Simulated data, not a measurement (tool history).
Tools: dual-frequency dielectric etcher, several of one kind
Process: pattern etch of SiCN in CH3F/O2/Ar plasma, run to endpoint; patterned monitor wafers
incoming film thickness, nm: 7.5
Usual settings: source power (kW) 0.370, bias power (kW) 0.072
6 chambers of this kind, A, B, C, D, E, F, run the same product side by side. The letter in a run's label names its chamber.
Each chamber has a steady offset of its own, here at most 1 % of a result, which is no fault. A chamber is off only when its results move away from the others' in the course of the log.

run,hour,source power (kW),bias power (kW),hours since the last wet clean,hours since the last source power generator calibration,hours since the last bias power generator calibration,endpoint time (s)
1D,5.7,0.370,0.072,176.8,2111.7,566.5,20.564
2B,10.6,0.370,0.072,34.3,488.5,160.5,20.474
3E,14.1,0.370,0.072,222.6,3104.8,3513.5,20.922
4C,19.0,0.370,0.072,244.5,907.1,2124.0,20.680
5F,22.6,0.370,0.072,181.9,268.6,1194.3,20.760
6A,28.0,0.370,0.072,228.7,2551.4,2970.7,20.705
7D,32.9,0.370,0.072,204.0,2138.9,593.7,20.514
8C,39.3,0.370,0.072,264.8,927.4,2144.3,20.588
9E,44.9,0.370,0.072,253.4,3135.6,3544.3,20.689
10B,49.2,0.370,0.072,72.9,527.1,199.1,20.561
11A,54.8,0.370,0.072,255.5,2578.2,2997.5,20.562
12F,57.9,0.370,0.072,217.2,303.9,1229.6,20.623
13D,63.6,0.370,0.072,234.7,2169.6,624.4,20.569
14F,67.1,0.370,0.072,226.4,313.1,1238.8,20.602
15B,70.3,0.300,0.072,94.0,548.2,220.2,22.138
16C,74.6,0.300,0.072,300.1,962.7,2179.6,22.288
17A,79.9,0.300,0.072,280.6,2603.3,3022.6,22.409
18E,86.0,0.300,0.072,294.5,3176.7,3585.4,22.721
19A,92.5,0.300,0.072,293.2,2615.9,3035.2,22.349
20E,97.1,0.300,0.072,305.6,3187.8,3596.5,22.848
21F,100.1,0.370,0.072,259.4,346.1,1271.8,20.700
22C,104.6,0.370,0.072,330.1,992.7,2209.6,20.587
23D,110.0,0.400,0.072,281.1,2216.0,670.8,19.862
24B,116.5,0.400,0.072,140.2,594.4,266.4,20.054
# hour 117.7: chamber C: wet clean of the chamber
# hour 121.3: chamber E: bias power generator calibrated
25A,122.4,0.400,0.072,323.1,2645.8,3065.1,20.045
26D,126.8,0.400,0.072,297.9,2232.8,687.6,19.626
27E,130.4,0.400,0.072,338.9,3221.1,9.1,20.813
28B,135.8,0.400,0.072,159.5,613.7,285.7,20.018
29F,139.9,0.370,0.072,299.2,385.9,1311.6,20.493
30C,143.6,0.370,0.072,26.0,1031.7,2248.6,20.624
31F,148.0,0.370,0.072,307.3,394.0,1319.7,20.583
32D,154.3,0.450,0.081,325.4,2260.3,715.1,18.178
33B,158.0,0.450,0.081,181.7,635.9,307.9,18.196
34E,164.6,0.450,0.081,373.1,3255.3,43.3,19.257
35A,170.9,0.450,0.081,371.6,2694.3,3113.6,18.492
36C,175.4,0.450,0.081,57.8,1063.5,2280.4,18.414
37F,180.8,0.450,0.081,340.1,426.8,1352.5,18.293
38C,185.7,0.310,0.078,68.1,1073.8,2290.7,21.255
39E,191.9,0.310,0.078,400.4,3282.6,70.6,22.650
40D,198.5,0.310,0.078,369.6,2304.5,759.3,21.122
# hour 199.3: chamber A: source power generator calibrated
41B,202.2,0.310,0.078,225.9,680.1,352.1,21.366
42A,208.8,0.310,0.078,409.5,9.6,3151.5,21.576

All 6 chambers run these settings next. Forecast each chamber's results:
43A,213.7,0.310,0.072,,,,?
43B,213.7,0.310,0.072,,,,?
43C,213.7,0.310,0.072,,,,?
43D,213.7,0.310,0.072,,,,?
43E,213.7,0.310,0.072,,,,?
43F,213.7,0.310,0.072,,,,?

run,endpoint time (s)
43A,22.095
43B,21.901
43C,22.248
43D,21.930
43E,23.369
43F,22.089
